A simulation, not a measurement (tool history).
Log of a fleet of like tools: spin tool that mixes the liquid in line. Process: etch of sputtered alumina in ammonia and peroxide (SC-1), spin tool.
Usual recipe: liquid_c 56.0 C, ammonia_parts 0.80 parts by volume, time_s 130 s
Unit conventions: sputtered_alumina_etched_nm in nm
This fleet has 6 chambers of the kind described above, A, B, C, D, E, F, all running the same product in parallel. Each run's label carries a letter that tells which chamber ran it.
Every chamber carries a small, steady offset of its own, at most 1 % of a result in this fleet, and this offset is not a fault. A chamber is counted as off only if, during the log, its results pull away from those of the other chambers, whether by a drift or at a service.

run,day,liquid_c,ammonia_parts,time_s,"read-back film thickness of the sputtered alumina reference wafer, read on the same gauge (nm)",sputtered_alumina_etched_nm
1C,0.100,56.0,0.80,130,60.019,10.8100
2B,0.221,56.0,0.80,130,59.999,10.6320
3F,0.329,56.0,0.80,130,60.016,10.7510
4E,0.417,56.0,0.80,130,59.995,10.6870
5D,0.525,56.0,0.80,130,59.972,10.6940
6A,0.642,56.0,0.80,130,59.996,10.7790
7F,0.754,56.0,0.80,130,60.019,10.6680
8E,0.862,56.0,0.80,130,60.006,10.6350
9C,0.971,56.0,0.80,130,59.989,10.7200
10B,1.054,56.0,0.80,130,59.973,10.6920
11D,1.229,56.0,0.80,130,59.964,10.7630
12A,1.346,56.0,0.80,130,59.978,10.6440
13C,1.483,56.0,0.80,130,60.030,10.7410
14B,1.638,56.0,0.80,130,60.007,10.6650
15E,1.792,56.0,0.80,130,59.985,10.5700
16A,1.929,56.0,0.80,130,60.009,10.8130
17F,2.029,56.0,0.80,130,60.003,10.7690
18D,2.146,56.0,0.80,130,59.968,10.6960
19F,2.300,56.0,0.80,130,60.016,10.6390
20E,2.442,56.0,0.80,130,59.991,10.4980
21B,2.562,56.0,0.80,130,60.005,10.6960
22C,2.717,56.0,0.80,130,59.991,10.8250
23D,2.829,56.0,0.80,130,60.019,10.7360
24A,3.017,56.0,0.80,130,60.010,10.7370
25D,3.142,62.5,0.80,180,60.007,20.7800
# day 3.146: chamber F: new drum of ammonia solution connected
26E,3.279,62.5,0.80,180,60.003,20.0640
27B,3.417,62.5,0.80,180,60.019,20.7570
28C,3.521,62.5,0.80,180,59.958,20.8720
29A,3.617,62.5,0.80,180,59.997,20.8390
30F,3.733,62.5,0.80,180,60.022,20.5080
31C,3.875,56.0,0.80,130,59.990,10.8430
32F,4.029,56.0,0.80,130,59.999,10.6950
33A,4.133,56.0,1.05,55,59.965,4.6419
34D,4.262,56.0,1.05,55,59.984,4.6644
35B,4.358,56.0,1.05,55,60.034,4.6279
# day 4.392: chamber E: new drum of ammonia solution connected
36E,4.500,56.0,1.05,55,59.984,4.4459
37C,4.588,56.0,1.05,55,59.964,4.6481
38B,4.675,56.0,1.05,55,59.990,4.6317
39D,4.758,56.0,0.50,130,60.005,10.2150
40A,4.908,56.0,0.50,130,60.002,10.2830
41F,5.004,56.0,0.50,130,60.001,10.2840
42E,5.171,56.0,0.50,130,59.989,9.7207
43B,5.321,56.0,0.50,130,60.021,10.3240

Is one chamber off against the others, does the gauge drift, or is nothing wrong? If a chamber is off, say which, and what the likeliest cause is.

One chamber, E, drifts off from the rest bit by bit.
Likeliest cause: liquid colder than its thermometer reads (K) = 0.969.
With only this log, it may be confused with: temperature lost on the way to the wafer (K).

Chamber E could run next with any of the 4 candidate recipes listed below; each alters the usual settings, and their results appear as question marks. Which one brings its results back in line with what the other chambers deliver on the usual settings?
In-line tolerance around the mean of the other chambers on the usual settings: sputtered_alumina_etched_nm 0.2100 nm
44E-1,5.458,55.0,0.80,130,,?
44E-2,5.458,57.0,0.80,135,,?
44E-3,5.458,57.0,0.80,130,,?
44E-4,5.458,55.0,0.80,125,,?

Mean of the other chambers on the usual settings: sputtered_alumina_etched_nm 10.7300 nm
run,sputtered_alumina_etched_nm
44E-1,9.6358
44E-2,11.1280
44E-3,10.7160
44E-4,9.2652
44E-3 puts the chamber back in line with the other chambers.
